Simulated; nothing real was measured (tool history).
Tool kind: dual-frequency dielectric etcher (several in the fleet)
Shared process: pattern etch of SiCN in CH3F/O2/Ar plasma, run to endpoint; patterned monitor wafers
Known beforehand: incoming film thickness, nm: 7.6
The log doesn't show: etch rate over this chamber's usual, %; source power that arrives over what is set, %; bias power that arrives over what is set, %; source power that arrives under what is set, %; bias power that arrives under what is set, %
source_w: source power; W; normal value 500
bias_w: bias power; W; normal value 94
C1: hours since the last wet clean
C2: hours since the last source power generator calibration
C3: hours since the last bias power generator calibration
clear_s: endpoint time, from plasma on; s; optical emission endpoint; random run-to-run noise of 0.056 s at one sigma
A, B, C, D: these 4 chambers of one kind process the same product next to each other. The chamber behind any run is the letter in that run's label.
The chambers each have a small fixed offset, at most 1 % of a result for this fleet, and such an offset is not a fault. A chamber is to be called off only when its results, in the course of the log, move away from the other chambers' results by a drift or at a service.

run 1B day=0.367 | source_w=500 bias_w=94 | C1=321.5 C2=501.3 C3=2409.0 | clear_s=16.812
run 2A day=0.679 | source_w=500 bias_w=94 | C1=184.2 C2=652.8 C3=539.7 | clear_s=16.732
run 3D day=1.283 | source_w=500 bias_w=94 | C1=393.8 C2=2750.4 C3=2062.1 | clear_s=16.806
run 4C day=1.858 | source_w=500 bias_w=94 | C1=244.2 C2=1073.3 C3=704.9 | clear_s=16.890
run 5B day=2.492 | source_w=500 bias_w=94 | C1=372.5 C2=552.3 C3=2460.0 | clear_s=16.851
run 6D day=2.871 | source_w=500 bias_w=94 | C1=431.9 C2=2788.5 C3=2100.2 | clear_s=16.854
run 7A day=3.483 | source_w=500 bias_w=94 | C1=251.5 C2=720.1 C3=607.0 | clear_s=16.818
-- day=3.692 chamber B: wet clean of the chamber
run 8C day=4.142 | source_w=500 bias_w=94 | C1=299.0 C2=1128.1 C3=759.7 | clear_s=16.906
run 9C day=4.617 | source_w=500 bias_w=94 | C1=310.4 C2=1139.5 C3=771.1 | clear_s=16.862
run 10B day=5.075 | source_w=500 bias_w=111 | C1=33.3 C2=614.3 C3=2522.0 | clear_s=15.802
run 11D day=5.400 | source_w=500 bias_w=111 | C1=492.6 C2=2849.2 C3=2160.9 | clear_s=15.832
run 12A day=5.888 | source_w=500 bias_w=111 | C1=309.2 C2=777.8 C3=664.7 | clear_s=15.722
run 13D day=6.504 | source_w=500 bias_w=111 | C1=519.1 C2=2875.7 C3=2187.4 | clear_s=15.804
-- day=6.767 chamber D: wet clean of the chamber
run 14B day=6.996 | source_w=500 bias_w=94 | C1=79.4 C2=660.4 C3=2568.1 | clear_s=16.772
run 15A day=7.350 | source_w=500 bias_w=94 | C1=344.3 C2=812.9 C3=699.8 | clear_s=16.724
run 16C day=7.738 | source_w=500 bias_w=94 | C1=385.3 C2=1214.4 C3=846.0 | clear_s=16.815
run 17C day=8.296 | source_w=500 bias_w=94 | C1=398.7 C2=1227.8 C3=859.4 | clear_s=16.807
run 18D day=8.621 | source_w=500 bias_w=94 | C1=44.5 C2=2926.5 C3=2238.2 | clear_s=16.090
run 19B day=9.050 | source_w=500 bias_w=94 | C1=128.7 C2=709.7 C3=2617.4 | clear_s=16.845
run 20A day=9.517 | source_w=500 bias_w=94 | C1=396.3 C2=864.9 C3=751.8 | clear_s=16.741
-- day=9.554 chamber B: bias power generator calibrated
run 21C day=10.021 | source_w=500 bias_w=94 | C1=440.1 C2=1269.2 C3=900.8 | clear_s=16.773
run 22B day=10.392 | source_w=500 bias_w=94 | C1=160.9 C2=741.9 C3=20.1 | clear_s=16.740
run 23A day=10.996 | source_w=500 bias_w=94 | C1=431.8 C2=900.4 C3=787.3 | clear_s=16.749
run 24D day=11.525 | source_w=500 bias_w=94 | C1=114.2 C2=2996.2 C3=2307.9 | clear_s=16.158
run 25D day=11.983 | source_w=500 bias_w=94 | C1=125.2 C2=3007.2 C3=2318.9 | clear_s=16.228
run 26B day=12.446 | source_w=500 bias_w=94 | C1=210.2 C2=791.2 C3=69.4 | clear_s=16.769
run 27A day=13.088 | source_w=500 bias_w=94 | C1=482.0 C2=950.6 C3=837.5 | clear_s=16.726
run 28C day=13.692 | source_w=500 bias_w=94 | C1=528.2 C2=1357.3 C3=988.9 | clear_s=16.877
-- day=13.962 chamber C: wet clean of the chamber
run 29C day=14.038 | source_w=500 bias_w=94 | C1=1.9 C2=1365.6 C3=997.2 | clear_s=16.957
run 30D day=14.396 | source_w=500 bias_w=94 | C1=183.1 C2=3065.1 C3=2376.8 | clear_s=16.188
-- day=14.404 chamber A: wet clean of the chamber
run 31B day=14.796 | source_w=500 bias_w=94 | C1=266.6 C2=847.6 C3=125.8 | clear_s=16.839
run 32A day=15.175 | source_w=500 bias_w=94 | C1=18.5 C2=1000.7 C3=887.6 | clear_s=16.808
run 33D day=15.671 | source_w=500 bias_w=94 | C1=213.7 C2=3095.7 C3=2407.4 | clear_s=16.080
run 34C day=16.125 | source_w=500 bias_w=94 | C1=52.0 C2=1415.7 C3=1047.3 | clear_s=16.863
run 35A day=16.733 | source_w=500 bias_w=94 | C1=55.9 C2=1038.1 C3=925.0 | clear_s=16.848
run 36B day=17.204 | source_w=500 bias_w=94 | C1=324.4 C2=905.4 C3=183.6 | clear_s=16.822

All chambers now run identical settings, listed one chamber a line with results as question marks. What results will each chamber show?
run 37A day=17.679 | source_w=500 bias_w=94 | clear_s=?
run 37B day=17.679 | source_w=500 bias_w=94 | clear_s=?
run 37C day=17.679 | source_w=500 bias_w=94 | clear_s=?
run 37D day=17.679 | source_w=500 bias_w=94 | clear_s=?

run=37A clear_s=16.670
run=37B clear_s=16.895
run=37C clear_s=16.812
run=37D clear_s=16.156
